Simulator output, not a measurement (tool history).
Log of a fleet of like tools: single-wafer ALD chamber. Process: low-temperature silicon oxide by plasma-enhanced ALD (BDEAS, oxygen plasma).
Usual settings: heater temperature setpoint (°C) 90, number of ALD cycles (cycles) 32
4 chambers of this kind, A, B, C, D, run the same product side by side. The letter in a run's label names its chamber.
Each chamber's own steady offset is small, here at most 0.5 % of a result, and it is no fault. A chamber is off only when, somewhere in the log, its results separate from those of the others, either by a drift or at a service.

| run | hour | heater temperature setpoint (°C) | number of ALD cycles (cycles) | hours since the last thermocouple change | read-back reference wafer on the same gauge, thickness_nm | mean film thickness on the monitor wafer (Å) |
|---|---|---|---|---|---|---|
| 1B | 12.4 | 90 | 32 | 1004.1 | 4.1529 | 47.297 |
| 2C | 20.1 | 90 | 32 | 1743.7 | 4.1528 | 47.483 |
| 3D | 29.5 | 90 | 32 | 421.8 | 4.1529 | 47.258 |
| 4A | 43.8 | 90 | 32 | 1265 | 4.1538 | 47.293 |
| 5D | 53.9 | 90 | 30 | 446.2 | 4.1536 | 44.299 |
| 6A | 65.4 | 90 | 30 | 1286.6 | 4.1545 | 44.38 |
|  | 79.2 | chamber A: thermocouple changed; heater temperature recalibrated |
| 7B | 79.5 | 90 | 30 | 1071.2 | 4.1576 | 44.444 |
| 8C | 92.4 | 90 | 30 | 1816 | 4.1577 | 44.576 |
| 9B | 102.6 | 90 | 32 | 1094.3 | 4.1578 | 47.428 |
| 10D | 112.2 | 90 | 32 | 504.5 | 4.1595 | 47.116 |
| 11C | 121.7 | 90 | 32 | 1845.3 | 4.1596 | 47.559 |
| 12A | 131.5 | 90 | 37 | 52.3 | 4.1613 | 54.705 |
| 13A | 141 | 90 | 37 | 61.8 | 4.1606 | 54.776 |
| 14B | 148.9 | 90 | 37 | 1140.6 | 4.1617 | 54.785 |
| 15D | 157.3 | 90 | 37 | 549.6 | 4.1617 | 54.78 |
| 16C | 168.6 | 90 | 36 | 1892.2 | 4.1652 | 53.464 |
| 17D | 182.4 | 90 | 36 | 574.7 | 4.1651 | 53.347 |
| 18B | 191.6 | 90 | 36 | 1183.3 | 4.1666 | 53.431 |
| 19C | 203.2 | 90 | 36 | 1926.8 | 4.1667 | 53.46 |
| 20A | 210.8 | 90 | 32 | 131.6 | 4.1666 | 47.392 |
| 21D | 223.2 | 90 | 32 | 615.5 | 4.17 | 47.405 |
| 22B | 233.7 | 90 | 32 | 1225.4 | 4.1688 | 47.607 |
| 23A | 243.2 | 90 | 32 | 164 | 4.1694 | 47.365 |
| 24C | 251 | 90 | 32 | 1974.6 | 4.1689 | 47.666 |
| 25B | 258.4 | 90 | 32 | 1250.1 | 4.171 | 47.633 |
| 26C | 267.5 | 90 | 32 | 1991.1 | 4.1726 | 47.709 |
| 27D | 275.9 | 90 | 32 | 668.2 | 4.1728 | 47.554 |
| 28A | 289.4 | 90 | 32 | 210.2 | 4.1758 | 47.552 |

All 4 chambers run these settings next. Forecast each chamber's results:
| 29A | 299.8 | 90 | 32 |  |  | ? |
| 29B | 299.8 | 90 | 32 |  |  | ? |
| 29C | 299.8 | 90 | 32 |  |  | ? |
| 29D | 299.8 | 90 | 32 |  |  | ? |

| run | mean film thickness on the monitor wafer (Å) |
|---|---|
| 29A | 47.576 |
| 29B | 47.736 |
| 29C | 47.767 |
| 29D | 47.626 |

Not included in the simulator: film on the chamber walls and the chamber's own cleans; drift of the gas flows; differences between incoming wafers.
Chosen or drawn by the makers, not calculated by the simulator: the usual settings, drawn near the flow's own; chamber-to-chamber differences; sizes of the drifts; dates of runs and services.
